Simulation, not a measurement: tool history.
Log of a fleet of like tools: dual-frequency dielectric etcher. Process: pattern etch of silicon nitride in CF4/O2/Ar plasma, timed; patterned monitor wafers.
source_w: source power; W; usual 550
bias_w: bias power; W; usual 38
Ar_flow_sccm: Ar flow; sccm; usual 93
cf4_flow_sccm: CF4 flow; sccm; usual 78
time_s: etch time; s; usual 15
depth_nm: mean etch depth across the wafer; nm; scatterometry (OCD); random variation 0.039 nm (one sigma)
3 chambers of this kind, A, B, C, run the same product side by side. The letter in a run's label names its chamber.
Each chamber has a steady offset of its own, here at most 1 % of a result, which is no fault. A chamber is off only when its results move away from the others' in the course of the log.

run,hour,source_w,bias_w,Ar_flow_sccm,cf4_flow_sccm,time_s,"read-back reference wafer on the same gauge, depth_nm",depth_nm
1B,5.5,550,38,93,78,15,32.812,27.184
2A,12.8,550,38,93,78,15,32.809,27.263
3C,19.8,550,38,93,78,15,32.812,27.299
4B,29.6,550,38,93,78,15,32.809,27.219
# hour 35.1: chamber C: Ar flow controller replaced
5A,40.8,550,38,93,78,15,32.824,27.2
6C,52.4,550,38,93,78,15,32.826,27.349
7B,61,550,38,93,78,15,32.822,27.226
8A,72.7,550,38,93,78,15,32.828,27.309
9C,80.6,550,38,93,78,15,32.843,27.33
10A,92.2,550,38,93,78,15,32.844,27.255
11B,99.4,550,33,72,78,15,32.852,27.013
12C,106.2,550,33,72,78,15,32.855,27.077
13C,116.1,550,33,72,78,15,32.852,27.05
14B,123.9,550,38,93,78,15,32.872,27.294
15A,130.1,550,38,93,78,15,32.87,27.335
16A,142.1,550,38,93,78,15,32.87,27.259
17C,151,550,38,101,78,13.5,32.882,24.351
18B,157.5,550,38,101,78,13.5,32.883,24.211
19B,164.4,550,38,101,78,13.5,32.898,24.265
20A,176,550,38,93,78,15,32.89,27.279
21C,184.7,550,38,93,78,15,32.91,27.36
22A,194.1,550,38,93,78,15,32.91,27.251
23B,206.4,550,38,93,78,15,32.899,27.234
24C,218.1,550,38,93,78,15,32.919,27.436
25C,229.9,550,38,93,78,15,32.917,27.445
26B,236.9,550,38,93,78,15,32.934,27.336
# hour 241.3: chamber C: wet clean of the chamber
27A,247.8,550,38,93,78,15,32.929,27.355
# hour 256.6: chamber B: wet clean of the chamber
28B,257.1,550,38,93,78,15,32.944,27.334
# hour 261: chamber A: wet clean of the chamber
29A,266.8,550,38,93,78,15,32.936,27.297
30C,273.2,550,38,93,78,15,32.936,27.413
31A,278.7,550,38,93,78,15,32.937,27.358
32B,284.7,550,38,93,78,15,32.969,27.366
33C,295.1,550,38,93,78,15,32.966,27.483
34B,300.6,550,38,93,78,15,32.951,27.344
35A,312,550,38,93,78,18.5,32.962,33.681
36C,317.8,550,38,93,78,18.5,32.976,33.834
37A,328.7,550,38,93,78,18.5,32.976,33.747
38B,339.7,550,38,93,78,15,32.984,27.321
39C,350.1,550,38,93,78,15,32.979,27.486
40B,359.1,550,38,93,78,15,32.989,27.386

Next, every chamber runs the same settings. What will each give?
41A,368,550,38,93,78,15,,?
41B,368,550,38,93,78,15,,?
41C,368,550,38,93,78,15,,?

run,depth_nm
41A,27.338
41B,27.351
41C,27.47
